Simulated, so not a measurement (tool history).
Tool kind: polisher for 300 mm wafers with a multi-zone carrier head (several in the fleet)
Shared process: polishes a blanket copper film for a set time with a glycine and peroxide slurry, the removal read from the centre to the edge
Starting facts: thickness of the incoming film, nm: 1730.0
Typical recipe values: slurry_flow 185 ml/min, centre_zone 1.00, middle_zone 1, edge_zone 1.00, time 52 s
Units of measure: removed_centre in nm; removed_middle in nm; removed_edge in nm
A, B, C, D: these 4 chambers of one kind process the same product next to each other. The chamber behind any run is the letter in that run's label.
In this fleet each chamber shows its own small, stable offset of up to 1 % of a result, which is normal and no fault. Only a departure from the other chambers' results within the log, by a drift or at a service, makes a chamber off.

{"run": "1A", "hour": 6.8, "slurry_flow": 185, "centre_zone": 1.0, "middle_zone": 1, "edge_zone": 1.0, "time": 52, "removed_centre": 131.97, "removed_middle": 132.02, "removed_edge": 134.31}
{"run": "2B", "hour": 13.9, "slurry_flow": 185, "centre_zone": 1.0, "middle_zone": 1, "edge_zone": 1.0, "time": 52, "removed_centre": 131.03, "removed_middle": 134.03, "removed_edge": 135.2}
{"run": "3C", "hour": 21.3, "slurry_flow": 185, "centre_zone": 1.0, "middle_zone": 1, "edge_zone": 1.0, "time": 52, "removed_centre": 133.84, "removed_middle": 132.88, "removed_edge": 133.21}
{"run": "4D", "hour": 26.1, "slurry_flow": 185, "centre_zone": 1.0, "middle_zone": 1, "edge_zone": 1.0, "time": 52, "removed_centre": 133.42, "removed_middle": 132.22, "removed_edge": 133.34}
{"run": "5C", "hour": 30.5, "slurry_flow": 185, "centre_zone": 1.0, "middle_zone": 1, "edge_zone": 1.08, "time": 45, "removed_centre": 114.09, "removed_middle": 114.56, "removed_edge": 120.55}
{"run": "6D", "hour": 34.6, "slurry_flow": 185, "centre_zone": 1.0, "middle_zone": 1, "edge_zone": 1.08, "time": 45, "removed_centre": 115.32, "removed_middle": 113.6, "removed_edge": 119.58}
{"run": "7B", "hour": 38.7, "slurry_flow": 185, "centre_zone": 1.0, "middle_zone": 1, "edge_zone": 1.08, "time": 45, "removed_centre": 113.63, "removed_middle": 114.15, "removed_edge": 120.77}
{"run": "8A", "hour": 43.3, "slurry_flow": 185, "centre_zone": 1.0, "middle_zone": 1, "edge_zone": 1.08, "time": 45, "removed_centre": 112.41, "removed_middle": 113.38, "removed_edge": 120.81}
{"run": "9A", "hour": 47.0, "slurry_flow": 185, "centre_zone": 1.0, "middle_zone": 1, "edge_zone": 1.0, "time": 52, "removed_centre": 131.33, "removed_middle": 132.06, "removed_edge": 131.89}
{"run": "10B", "hour": 53.7, "slurry_flow": 185, "centre_zone": 1.0, "middle_zone": 1, "edge_zone": 1.0, "time": 52, "removed_centre": 130.62, "removed_middle": 131.73, "removed_edge": 129.92}
{"hour": 56.4, "done": "chamber B: worn pad replaced by a new one"}
{"run": "11C", "hour": 58.9, "slurry_flow": 185, "centre_zone": 1.0, "middle_zone": 1, "edge_zone": 1.0, "time": 52, "removed_centre": 131.41, "removed_middle": 132.47, "removed_edge": 131.07}
{"hour": 59.2, "done": "chamber C: edge zone pressure recalibrated"}
{"run": "12D", "hour": 65.8, "slurry_flow": 185, "centre_zone": 1.0, "middle_zone": 1, "edge_zone": 1.0, "time": 52, "removed_centre": 132.89, "removed_middle": 131.17, "removed_edge": 133.33}
{"hour": 72.3, "done": "chamber C: worn pad replaced by a new one"}
{"run": "13C", "hour": 72.8, "slurry_flow": 185, "centre_zone": 1.0, "middle_zone": 1, "edge_zone": 1.0, "time": 52, "removed_centre": 131.88, "removed_middle": 131.2, "removed_edge": 133.55}
{"run": "14A", "hour": 78.6, "slurry_flow": 185, "centre_zone": 0.93, "middle_zone": 1, "edge_zone": 1.0, "time": 38, "removed_centre": 87.426, "removed_middle": 95.256, "removed_edge": 97.14}
{"hour": 80.0, "done": "chamber A: worn pad replaced by a new one"}
{"run": "15D", "hour": 86.6, "slurry_flow": 185, "centre_zone": 0.93, "middle_zone": 1, "edge_zone": 1.0, "time": 38, "removed_centre": 89.597, "removed_middle": 95.684, "removed_edge": 93.782}
{"run": "16B", "hour": 90.5, "slurry_flow": 185, "centre_zone": 0.93, "middle_zone": 1, "edge_zone": 1.0, "time": 38, "removed_centre": 89.848, "removed_middle": 97.731, "removed_edge": 97.749}
{"run": "17D", "hour": 95.0, "slurry_flow": 185, "centre_zone": 0.93, "middle_zone": 1, "edge_zone": 1.0, "time": 38, "removed_centre": 88.984, "removed_middle": 96.474, "removed_edge": 94.235}
{"run": "18B", "hour": 100.1, "slurry_flow": 210, "centre_zone": 1.1, "middle_zone": 1, "edge_zone": 1.0, "time": 52, "removed_centre": 151.26, "removed_middle": 136.36, "removed_edge": 134.92}
{"run": "19A", "hour": 104.9, "slurry_flow": 210, "centre_zone": 1.1, "middle_zone": 1, "edge_zone": 1.0, "time": 52, "removed_centre": 147.76, "removed_middle": 134.55, "removed_edge": 136.71}
{"run": "20C", "hour": 108.8, "slurry_flow": 210, "centre_zone": 1.1, "middle_zone": 1, "edge_zone": 1.0, "time": 52, "removed_centre": 149.43, "removed_middle": 135.31, "removed_edge": 136.35}
{"run": "21A", "hour": 115.8, "slurry_flow": 210, "centre_zone": 1.1, "middle_zone": 1, "edge_zone": 1.0, "time": 52, "removed_centre": 149.26, "removed_middle": 133.31, "removed_edge": 138.1}
{"run": "22C", "hour": 123.8, "slurry_flow": 185, "centre_zone": 1.0, "middle_zone": 1, "edge_zone": 1.0, "time": 52, "removed_centre": 134.0, "removed_middle": 131.48, "removed_edge": 134.95}
{"run": "23D", "hour": 130.7, "slurry_flow": 185, "centre_zone": 1.0, "middle_zone": 1, "edge_zone": 1.0, "time": 52, "removed_centre": 132.05, "removed_middle": 131.27, "removed_edge": 132.05}
{"run": "24B", "hour": 135.6, "slurry_flow": 185, "centre_zone": 1.0, "middle_zone": 1, "edge_zone": 1.0, "time": 52, "removed_centre": 134.17, "removed_middle": 132.16, "removed_edge": 134.56}
{"hour": 141.5, "done": "chamber A: slurry nozzle cleaned"}
{"hour": 141.7, "done": "chamber B: centre zone pressure recalibrated"}
{"run": "25A", "hour": 142.6, "slurry_flow": 185, "centre_zone": 1.0, "middle_zone": 1, "edge_zone": 1.0, "time": 52, "removed_centre": 133.23, "removed_middle": 131.01, "removed_edge": 133.36}
{"hour": 148.9, "done": "chamber D: worn pad replaced by a new one"}
{"run": "26C", "hour": 149.3, "slurry_flow": 185, "centre_zone": 1.0, "middle_zone": 1, "edge_zone": 1.0, "time": 52, "removed_centre": 133.6, "removed_middle": 130.72, "removed_edge": 136.44}
{"hour": 150.9, "done": "chamber B: worn pad replaced by a new one"}
{"run": "27B", "hour": 153.0, "slurry_flow": 185, "centre_zone": 1.0, "middle_zone": 1, "edge_zone": 1.0, "time": 52, "removed_centre": 143.29, "removed_middle": 133.12, "removed_edge": 132.28}
{"run": "28D", "hour": 159.0, "slurry_flow": 185, "centre_zone": 1.0, "middle_zone": 1, "edge_zone": 1.0, "time": 52, "removed_centre": 133.44, "removed_middle": 130.52, "removed_edge": 130.07}
{"run": "29A", "hour": 165.9, "slurry_flow": 185, "centre_zone": 1.0, "middle_zone": 1, "edge_zone": 1.0, "time": 52, "removed_centre": 131.17, "removed_middle": 131.73, "removed_edge": 133.85}
{"run": "30C", "hour": 171.8, "slurry_flow": 185, "centre_zone": 1.0, "middle_zone": 1, "edge_zone": 1.0, "time": 52, "removed_centre": 132.73, "removed_middle": 130.83, "removed_edge": 131.74}
{"run": "31D", "hour": 177.2, "slurry_flow": 150, "centre_zone": 1.0, "middle_zone": 1, "edge_zone": 1.0, "time": 52, "removed_centre": 127.87, "removed_middle": 126.38, "removed_edge": 128.68}
{"hour": 182.6, "done": "chamber A: worn pad replaced by a new one"}
{"run": "32B", "hour": 182.8, "slurry_flow": 150, "centre_zone": 1.0, "middle_zone": 1, "edge_zone": 1.0, "time": 52, "removed_centre": 138.46, "removed_middle": 128.87, "removed_edge": 129.84}
{"run": "33D", "hour": 187.2, "slurry_flow": 150, "centre_zone": 1.0, "middle_zone": 1, "edge_zone": 1.0, "time": 52, "removed_centre": 125.89, "removed_middle": 127.31, "removed_edge": 127.07}
{"run": "34A", "hour": 192.1, "slurry_flow": 150, "centre_zone": 1.0, "middle_zone": 1, "edge_zone": 1.0, "time": 52, "removed_centre": 125.93, "removed_middle": 127.82, "removed_edge": 129.16}
{"hour": 193.1, "done": "chamber C: worn pad replaced by a new one"}
{"run": "35B", "hour": 199.1, "slurry_flow": 185, "centre_zone": 1.0, "middle_zone": 1, "edge_zone": 1.0, "time": 52, "removed_centre": 144.6, "removed_middle": 133.49, "removed_edge": 132.59}
{"run": "36C", "hour": 204.8, "slurry_flow": 185, "centre_zone": 1.0, "middle_zone": 1, "edge_zone": 1.0, "time": 52, "removed_centre": 133.49, "removed_middle": 132.53, "removed_edge": 134.32}
{"run": "37A", "hour": 212.5, "slurry_flow": 185, "centre_zone": 1.0, "middle_zone": 1, "edge_zone": 1.0, "time": 52, "removed_centre": 131.26, "removed_middle": 131.25, "removed_edge": 134.12}
{"run": "38C", "hour": 217.4, "slurry_flow": 185, "centre_zone": 1.0, "middle_zone": 1, "edge_zone": 1.0, "time": 52, "removed_centre": 132.19, "removed_middle": 132.54, "removed_edge": 133.62}
{"run": "39D", "hour": 222.8, "slurry_flow": 185, "centre_zone": 1.0, "middle_zone": 1, "edge_zone": 1.0, "time": 52, "removed_centre": 132.31, "removed_middle": 131.79, "removed_edge": 131.94}
{"run": "40B", "hour": 229.9, "slurry_flow": 185, "centre_zone": 1.0, "middle_zone": 1, "edge_zone": 1.0, "time": 52, "removed_centre": 142.61, "removed_middle": 133.1, "removed_edge": 132.13}

One chamber off, gauge drift, or nothing amiss beyond the chambers' own small offsets? If it is a chamber, which one, and what is the likeliest cause?

A service on chamber B put it out of line with the rest.
What lies behind it: centre zone's pressure above its setpoint, % = 7.97.

Chamber B could run next with any of the 4 candidate recipes listed below; each alters the usual settings, and their results appear as question marks. Which one brings its results back in line with what the other chambers deliver on the usual settings?
In line means no further than this from the other chambers' mean on the usual settings: removed_centre 3.500 nm; removed_middle 3.200 nm; removed_edge 5.300 nm
{"run": "41B-1", "hour": 235.7, "slurry_flow": 195, "centre_zone": 1.12, "middle_zone": 0.99, "edge_zone": 0.95, "time": 53, "removed_centre": "?", "removed_middle": "?", "removed_edge": "?"}
{"run": "41B-2", "hour": 235.7, "slurry_flow": 180, "centre_zone": 0.94, "middle_zone": 1.01, "edge_zone": 1.02, "time": 51, "removed_centre": "?", "removed_middle": "?", "removed_edge": "?"}
{"run": "41B-3", "hour": 235.7, "slurry_flow": 190, "centre_zone": 1.06, "middle_zone": 0.99, "edge_zone": 0.98, "time": 53, "removed_centre": "?", "removed_middle": "?", "removed_edge": "?"}
{"run": "41B-4", "hour": 235.7, "slurry_flow": 175, "centre_zone": 0.88, "middle_zone": 1.01, "edge_zone": 1.05, "time": 51, "removed_centre": "?", "removed_middle": "?", "removed_edge": "?"}

Other chambers, usual settings, mean: removed_centre 132.070 nm; removed_middle 131.640 nm; removed_edge 132.900 nm
run=41B-1 removed_centre=167.370 removed_middle=134.700 removed_edge=133.120
run=41B-2 removed_centre=131.500 removed_middle=130.510 removed_edge=131.640
run=41B-3 removed_centre=157.070 removed_middle=134.230 removed_edge=134.860
run=41B-4 removed_centre=121.750 removed_middle=129.960 removed_edge=133.210
It is 41B-2 that realigns the chamber with its peers.

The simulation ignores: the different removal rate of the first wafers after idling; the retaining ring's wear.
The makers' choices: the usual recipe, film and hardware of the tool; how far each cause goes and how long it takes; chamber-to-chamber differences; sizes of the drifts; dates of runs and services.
